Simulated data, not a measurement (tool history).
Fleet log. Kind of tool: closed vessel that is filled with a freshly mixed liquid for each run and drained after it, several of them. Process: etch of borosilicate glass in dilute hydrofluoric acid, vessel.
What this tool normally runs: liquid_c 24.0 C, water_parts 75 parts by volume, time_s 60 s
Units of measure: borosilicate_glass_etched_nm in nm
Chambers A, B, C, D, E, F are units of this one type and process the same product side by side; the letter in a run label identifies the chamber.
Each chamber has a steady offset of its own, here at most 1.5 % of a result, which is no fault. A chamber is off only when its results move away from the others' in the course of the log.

| run | hour | liquid_c | water_parts | time_s | hours since the thermometer was replaced | hours since the hydrofluoric acid flow meter was replaced | read-back film thickness of the borosilicate glass reference wafer, read on the same gauge (nm) | borosilicate_glass_etched_nm |
|---|---|---|---|---|---|---|---|---|
| 1A | 4.4 | 24.0 | 75 | 60 | 212.0 | 24.3 | 140.02 | 35.035 |
| 2C | 13.1 | 24.0 | 75 | 60 | 110.9 | 2165.5 | 140.00 | 35.020 |
| 3E | 20.0 | 24.0 | 75 | 60 | 182.5 | 1256.0 | 140.00 | 34.958 |
| 4B | 25.8 | 24.0 | 75 | 60 | 618.6 | 738.5 | 140.01 | 34.923 |
|  | 26.3 | chamber C: hydrofluoric acid flow meter replaced |
| 5D | 34.7 | 24.0 | 75 | 60 | 1468.5 | 310.7 | 140.03 | 34.833 |
| 6F | 43.0 | 24.0 | 75 | 60 | 167.9 | 413.3 | 139.98 | 35.004 |
| 7D | 47.7 | 24.0 | 75 | 60 | 1481.5 | 323.7 | 139.99 | 34.709 |
| 8A | 54.1 | 25.5 | 50 | 60 | 261.7 | 74.0 | 139.99 | 57.651 |
| 9F | 62.0 | 25.5 | 50 | 60 | 186.9 | 432.3 | 139.99 | 57.151 |
| 10E | 68.0 | 25.5 | 50 | 60 | 230.5 | 1304.0 | 139.98 | 56.673 |
| 11C | 74.5 | 25.5 | 50 | 60 | 172.3 | 48.3 | 140.01 | 56.626 |
|  | 80.4 | chamber F: hydrofluoric acid flow meter replaced |
| 12B | 82.1 | 25.5 | 50 | 60 | 674.9 | 794.8 | 140.02 | 58.372 |
| 13A | 87.5 | 25.5 | 50 | 60 | 295.1 | 107.4 | 139.99 | 57.115 |
| 14F | 92.3 | 24.0 | 75 | 60 | 217.2 | 11.9 | 140.02 | 34.379 |
| 15E | 98.1 | 24.0 | 75 | 60 | 260.6 | 1334.1 | 140.01 | 34.704 |
| 16B | 102.6 | 29.0 | 75 | 60 | 695.4 | 815.3 | 139.99 | 43.632 |
| 17C | 108.4 | 29.0 | 75 | 60 | 206.2 | 82.2 | 140.03 | 42.484 |
| 18D | 113.1 | 29.0 | 75 | 60 | 1546.9 | 389.1 | 139.99 | 41.826 |
| 19A | 119.6 | 29.0 | 75 | 60 | 327.2 | 139.5 | 140.00 | 42.981 |
| 20F | 125.4 | 29.0 | 75 | 60 | 250.3 | 45.0 | 139.96 | 42.480 |
| 21D | 131.1 | 29.0 | 75 | 60 | 1564.9 | 407.1 | 140.01 | 42.250 |
| 22C | 137.5 | 24.0 | 75 | 60 | 235.3 | 111.3 | 140.00 | 35.107 |
| 23B | 145.0 | 24.0 | 75 | 60 | 737.8 | 857.7 | 140.02 | 36.705 |
| 24E | 152.0 | 24.0 | 75 | 60 | 314.5 | 1388.0 | 139.98 | 35.159 |
| 25C | 157.0 | 24.0 | 75 | 60 | 254.8 | 130.8 | 140.01 | 34.739 |
|  | 161.1 | chamber D: hydrofluoric acid flow meter replaced |
| 26F | 165.0 | 24.0 | 75 | 60 | 289.9 | 84.6 | 139.98 | 35.063 |
| 27B | 171.1 | 24.0 | 75 | 60 | 763.9 | 883.8 | 140.01 | 36.923 |
| 28E | 176.3 | 24.0 | 75 | 60 | 338.8 | 1412.3 | 140.01 | 34.807 |
| 29A | 180.5 | 26.0 | 75 | 60 | 388.1 | 200.4 | 140.01 | 38.227 |
| 30D | 185.3 | 26.0 | 75 | 60 | 1619.1 | 24.2 | 140.02 | 37.920 |
| 31A | 191.2 | 26.0 | 75 | 60 | 398.8 | 211.1 | 139.98 | 38.472 |
| 32D | 199.8 | 26.0 | 75 | 60 | 1633.6 | 38.7 | 140.01 | 38.034 |
| 33B | 208.9 | 26.0 | 75 | 60 | 801.7 | 921.6 | 140.03 | 39.974 |
| 34C | 214.9 | 26.0 | 75 | 60 | 312.7 | 188.7 | 139.99 | 37.752 |
| 35E | 220.2 | 24.0 | 75 | 60 | 382.7 | 1456.2 | 139.99 | 34.685 |
| 36F | 228.6 | 28.5 | 75 | 45 | 353.5 | 148.2 | 140.00 | 31.450 |
| 37A | 233.8 | 28.5 | 75 | 45 | 441.4 | 253.7 | 140.00 | 31.255 |
| 38D | 238.3 | 28.5 | 75 | 45 | 1672.1 | 77.2 | 139.99 | 31.207 |
| 39B | 247.1 | 28.5 | 75 | 45 | 839.9 | 959.8 | 140.00 | 33.638 |
| 40F | 255.1 | 28.5 | 75 | 45 | 380.0 | 174.7 | 140.02 | 31.367 |
| 41C | 260.2 | 28.5 | 75 | 45 | 358.0 | 234.0 | 140.00 | 31.446 |

Decide between three cases: one chamber stands off from its peers, the gauge reading all wafers drifts, or nothing is wrong past each chamber's small offset. Where a chamber is off, say which and what most likely put it there.

Little by little, chamber B moves away from the other chambers.
Most likely cause: hydrofluoric acid flow above the setpoint (%) = 6.19.
The log may not tell that from: liquid hotter than its thermometer reads (K).

Here are 4 candidates for chamber B's next run, each the usual settings with a change, their results left as question marks. Which one brings its results back in line with what the others give on the usual settings?
Allowed miss from the other chambers' usual-settings mean, per result, to count as in line: borosilicate_glass_etched_nm 0.790 nm
| 42B-1 | 266.8 | 23.5 | 75 | 60 |  |  |  | ? |
| 42B-2 | 266.8 | 24.0 | 80 | 60 |  |  |  | ? |
| 42B-3 | 266.8 | 24.0 | 70 | 60 |  |  |  | ? |
| 42B-4 | 266.8 | 24.5 | 75 | 60 |  |  |  | ? |

Average result of the remaining chambers running the usual settings: borosilicate_glass_etched_nm 34.913 nm
| run | borosilicate_glass_etched_nm |
|---|---|
| 42B-1 | 37.014 |
| 42B-2 | 35.197 |
| 42B-3 | 40.725 |
| 42B-4 | 38.527 |
It is 42B-2 that realigns the chamber with its peers.

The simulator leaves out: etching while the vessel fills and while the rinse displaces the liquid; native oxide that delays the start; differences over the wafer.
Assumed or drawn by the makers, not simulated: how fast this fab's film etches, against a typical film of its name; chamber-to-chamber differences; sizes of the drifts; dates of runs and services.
